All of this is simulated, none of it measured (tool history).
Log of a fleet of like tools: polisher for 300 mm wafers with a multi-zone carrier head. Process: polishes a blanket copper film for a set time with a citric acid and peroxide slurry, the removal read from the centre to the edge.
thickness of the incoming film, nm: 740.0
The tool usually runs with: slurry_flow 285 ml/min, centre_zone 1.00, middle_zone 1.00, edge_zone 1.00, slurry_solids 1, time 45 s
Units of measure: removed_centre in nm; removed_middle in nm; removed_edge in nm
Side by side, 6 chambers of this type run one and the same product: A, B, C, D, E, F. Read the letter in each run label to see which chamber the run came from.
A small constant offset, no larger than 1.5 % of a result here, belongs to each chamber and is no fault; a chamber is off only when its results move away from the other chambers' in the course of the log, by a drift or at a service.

run,day,slurry_flow,centre_zone,middle_zone,edge_zone,slurry_solids,time,removed_centre,removed_middle,removed_edge
# day 0.154: chamber F: worn pad replaced by a new one
1D,0.458,285,1.00,1.00,1.00,1,45,92.935,93.243,93.609
# day 0.712: chamber E: worn pad replaced by a new one
2A,0.904,285,1.00,1.00,1.00,1,45,95.444,93.927,93.103
3E,1.217,285,1.00,1.00,1.00,1,45,92.525,92.621,94.980
4B,1.721,285,1.00,1.00,1.00,1,45,93.298,94.448,93.284
5C,1.958,285,1.00,1.00,1.00,1,45,95.032,91.562,94.774
6F,2.412,285,1.00,1.00,1.00,1,45,92.771,93.310,94.577
7E,2.829,285,1.00,1.00,1.00,1,45,92.358,93.861,93.737
# day 2.875: chamber B: worn pad replaced by a new one
# day 2.933: chamber F: worn pad replaced by a new one
8F,3.162,285,1.00,1.00,1.00,1,45,93.692,93.371,92.798
# day 3.288: chamber C: worn pad replaced by a new one
9D,3.642,285,1.00,1.00,1.00,1,45,92.365,93.079,93.610
# day 4.029: chamber E: worn pad replaced by a new one
10A,4.133,285,1.00,1.00,1.00,1,45,89.827,90.107,90.063
11B,4.662,285,1.00,1.00,1.00,1,45,92.914,94.665,93.768
# day 4.875: chamber D: worn pad replaced by a new one
12C,5.058,285,1.00,1.00,1.00,1,45,93.324,92.743,93.839
13F,5.404,285,1.00,1.00,1.00,1,45,92.855,92.545,93.664
# day 5.408: chamber B: slurry nozzle cleaned
# day 5.729: chamber F: worn pad replaced by a new one
14D,5.850,285,1.00,1.00,1.00,1,45,92.890,92.957,92.325
15E,6.175,285,1.00,1.00,1.00,1,45,93.741,92.364,94.032
# day 6.483: chamber B: edge zone pressure recalibrated
16C,6.688,285,1.00,1.00,1.00,1,45,91.627,93.623,93.294
17A,6.992,285,1.00,1.00,1.00,1,45,91.205,88.931,88.739
# day 7.221: chamber E: worn pad replaced by a new one
18B,7.304,285,1.05,1.07,1.00,1,45,99.095,102.890,92.025
# day 7.475: chamber C: worn pad replaced by a new one
19A,7.542,285,1.05,1.07,1.00,1,45,94.050,93.880,88.403
# day 7.888: chamber F: slurry nozzle cleaned
# day 7.892: chamber B: worn pad replaced by a new one
20C,7.933,285,1.05,1.07,1.00,1,45,96.778,101.210,93.315
21B,8.221,285,1.05,1.07,1.00,1,45,96.390,101.460,92.041
22D,8.562,285,1.05,1.07,1.00,1,45,97.958,98.266,91.252
23E,8.808,285,1.05,1.07,1.00,1,45,97.215,97.284,93.122
# day 9.029: chamber F: worn pad replaced by a new one
24F,9.242,340,1.06,1.00,1.00,1,45,99.546,96.161,93.436
25F,9.742,340,1.06,1.00,1.00,1,45,99.142,95.988,94.574
# day 9.792: chamber E: centre zone pressure recalibrated
26A,10.121,340,1.06,1.00,1.00,1,45,95.620,89.418,88.382
# day 10.150: chamber B: centre zone pressure recalibrated
# day 10.154: chamber D: slurry nozzle cleaned
# day 10.312: chamber E: worn pad replaced by a new one
# day 10.450: chamber D: worn pad replaced by a new one
27C,10.596,340,1.06,1.00,1.00,1,45,100.390,95.141,95.635
28E,11.112,340,1.06,1.00,1.00,1,45,100.260,95.556,94.204
29D,11.371,340,1.06,1.00,1.00,1,45,101.920,93.536,95.329
# day 11.662: chamber D: centre zone pressure recalibrated
30B,11.746,285,1.00,1.00,1.00,1,34,69.747,71.331,71.044
31A,12.154,285,1.00,1.00,1.00,1,34,65.264,64.659,65.488
# day 12.304: chamber F: worn pad replaced by a new one
# day 12.388: chamber C: worn pad replaced by a new one
# day 12.404: chamber B: worn pad replaced by a new one
32D,12.633,285,1.00,1.00,1.00,1,34,70.739,71.442,71.050
33F,12.921,285,1.00,1.00,1.00,1,34,70.028,71.213,68.830
34E,13.262,285,1.00,1.00,1.00,1,34,69.729,70.126,70.943
35C,13.692,285,1.00,1.00,1.00,1,34,70.192,69.338,71.153
36B,14.142,285,1.00,1.00,1.00,1,45,92.728,95.058,91.813
# day 14.171: chamber C: slurry nozzle cleaned
37C,14.662,285,1.00,1.00,1.00,1,45,92.369,94.359,92.179

Is one chamber off against the others, does the gauge drift, or is nothing wrong? If a chamber is off, say which, and what the likeliest cause is.

It is chamber A that slowly wanders off from its peers.
Cause: removal rate lost through wear of the pad, % = 9.45.

Here are 4 candidates for chamber A's next run, each the usual settings with a change, their results left as question marks. Which one brings its results back in line with what the others give on the usual settings?
In line here means within this much of the mean the other chambers give on the usual settings: removed_centre 2.600 nm; removed_middle 3.700 nm; removed_edge 3.300 nm
38A-1,15.054,285,0.99,0.99,1.01,1.00,50,?,?,?
38A-2,15.054,285,1.01,1.00,0.99,1.00,41,?,?,?
38A-3,15.054,285,0.98,0.99,1.02,1.05,53,?,?,?
38A-4,15.054,285,1.02,1.01,0.98,0.95,38,?,?,?

The mean the other chambers reach with the usual settings: removed_centre 92.733 nm; removed_middle 93.233 nm; removed_edge 93.227 nm
run,removed_centre,removed_middle,removed_edge
38A-1,93.308,93.894,93.609
38A-2,78.208,77.689,75.934
38A-3,98.852,100.590,100.810
38A-4,72.470,71.856,69.223
38A-1 is the one that brings the chamber's results back in line with the other chambers.
